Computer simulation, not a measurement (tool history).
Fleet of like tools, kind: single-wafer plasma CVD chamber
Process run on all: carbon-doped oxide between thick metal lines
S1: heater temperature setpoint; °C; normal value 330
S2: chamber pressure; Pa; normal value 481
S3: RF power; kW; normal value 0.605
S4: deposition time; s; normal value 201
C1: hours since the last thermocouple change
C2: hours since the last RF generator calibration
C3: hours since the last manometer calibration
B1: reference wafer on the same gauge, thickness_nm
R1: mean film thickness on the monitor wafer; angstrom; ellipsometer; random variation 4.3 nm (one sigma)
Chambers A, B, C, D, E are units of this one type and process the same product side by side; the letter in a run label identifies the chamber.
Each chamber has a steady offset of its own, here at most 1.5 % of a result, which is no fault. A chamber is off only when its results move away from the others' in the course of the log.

run   hour   S1   S2     S3   S4      C1      C2      C3      B1     R1
 1E   13.1  330  481  0.605  201  1040.0  1729.5  2011.1  1119.7  11414
 2C   20.2  330  481  0.605  201   975.2   668.9   206.9  1119.8  11315
 3B   27.7  330  481  0.605  201   346.9   687.7  2144.5  1120.5  11490
 4D   39.3  330  481  0.605  201    88.3   773.4  1344.9  1119.0  11545
 5A   49.8  330  481  0.535  201   265.4  2010.7  1888.0  1119.6  10685
 6A   62.4  330  481  0.535  201   278.0  2023.3  1900.6  1119.6  10606
 7C   71.9  330  481  0.535  201  1026.9   720.6   258.6  1119.2  10547
 8D   83.3  330  481  0.535  201   132.3   817.4  1388.9  1120.4  10662
      93.1  -- chamber E: RF generator calibrated
 9E   96.9  330  481  0.535  201  1123.8     3.8  2094.9  1120.3  10647
10B  107.4  330  481  0.605  201   426.6   767.4  2224.2  1120.8  11528
11D  114.9  330  481  0.605  201   163.9   849.0  1420.5  1121.0  11481
12C  121.0  330  481  0.605  201  1076.0   769.7   307.7  1120.6  11298
13B  133.1  330  481  0.605  201   452.3   793.1  2249.9  1119.2  11508
14A  144.3  330  481  0.605  201   359.9  2105.2  1982.5  1120.0  11553
15E  155.9  330  481  0.605  201  1182.8    62.8  2153.9  1119.6  11470
16C  163.7  330  481  0.605  201  1118.7   812.4   350.4  1119.3  11306
17A  177.3  330  481  0.605  201   392.9  2138.2  2015.5  1120.5  11545
18E  188.5  330  481  0.605  201  1215.4    95.4  2186.5  1119.9  11450
19D  199.8  330  481  0.665  201   248.8   933.9  1505.4  1120.5  12145
20B  206.0  330  481  0.665  201   525.2   866.0  2322.8  1121.9  12216
21D  213.0  330  481  0.665  201   262.0   947.1  1518.6  1119.9  12216
22B  225.9  330  481  0.665  201   545.1   885.9  2342.7  1120.0  12127
23E  235.1  330  481  0.665  201  1262.0   142.0  2233.1  1119.9  12138
24C  243.0  330  481  0.605  201  1198.0   891.7   429.7  1119.5  11196
25A  251.8  330  481  0.605  201   467.4  2212.7  2090.0  1119.6  11585
26D  259.3  330  481  0.605  201   308.3   993.4  1564.9  1120.3  11514
27C  271.6  330  481  0.605  201  1226.6   920.3   458.3  1119.9  11130
28E  283.5  330  481  0.605  201  1310.4   190.4  2281.5  1121.6  11475
29A  293.6  330  481  0.535  201   509.2  2254.5  2131.8  1120.4  10743
     301.9  -- chamber E: capacitance manometer re-zeroed and calibrated
30B  303.3  330  481  0.535  201   622.5   963.3  2420.1  1119.4  10695
31C  311.9  330  481  0.535  201  1266.9   960.6   498.6  1120.3  10255
32B  324.2  330  481  0.535  201   643.4   984.2  2441.0  1119.4  10628
33D  330.9  330  481  0.535  201   379.9  1065.0  1636.5  1119.4  10583
34A  338.1  330  481  0.675  201   553.7  2299.0  2176.3  1119.8  12344
35E  345.9  330  481  0.675  201  1372.8   252.8    44.1  1120.4  12315
36C  359.7  330  481  0.675  201  1314.7  1008.4   546.4  1119.4  11746
     368.4  -- chamber D: RF generator calibrated
37E  369.5  330  481  0.675  201  1396.4   276.4    67.7  1121.1  12303
38D  383.0  330  481  0.675  201   432.0    14.6  1688.6  1119.5  12208
39B  393.0  330  481  0.605  201   712.2  1053.0  2509.8  1119.5  11428
40A  399.5  330  481  0.605  201   615.1  2360.4  2237.7  1119.7  11521
41E  407.1  330  481  0.605  201  1434.0   314.0   105.3  1120.9  11548

Is one chamber out of step, is the gauge drifting, or do the chambers differ by no more than their own small offsets? For an off chamber, give its letter and the likeliest cause.

Chamber C drifts away from the others.
What lies behind it: delivered RF power below the setpoint (%) = 5.99.

Here are 4 candidates for chamber C's next run, each the usual settings with a change, their results left as question marks. Which one brings its results back in line with what the others give on the usual settings?
Maximum distance from the other chambers' mean on the usual settings for a result to count as in line: R1 150 angstrom
42C-1  417.1  330  481  0.605  198                   ?
42C-2  417.1  329  484  0.620  208                   ?
42C-3  417.1  330  481  0.610  203                   ?
42C-4  417.1  331  481  0.590  194                   ?

Mean of the other chambers on the usual settings: R1 11491 angstrom
  run     R1
42C-1  10747
42C-2  11503
42C-3  11073
42C-4  10339
The answer is 42C-2, which returns the chamber to within the allowed miss of the others.
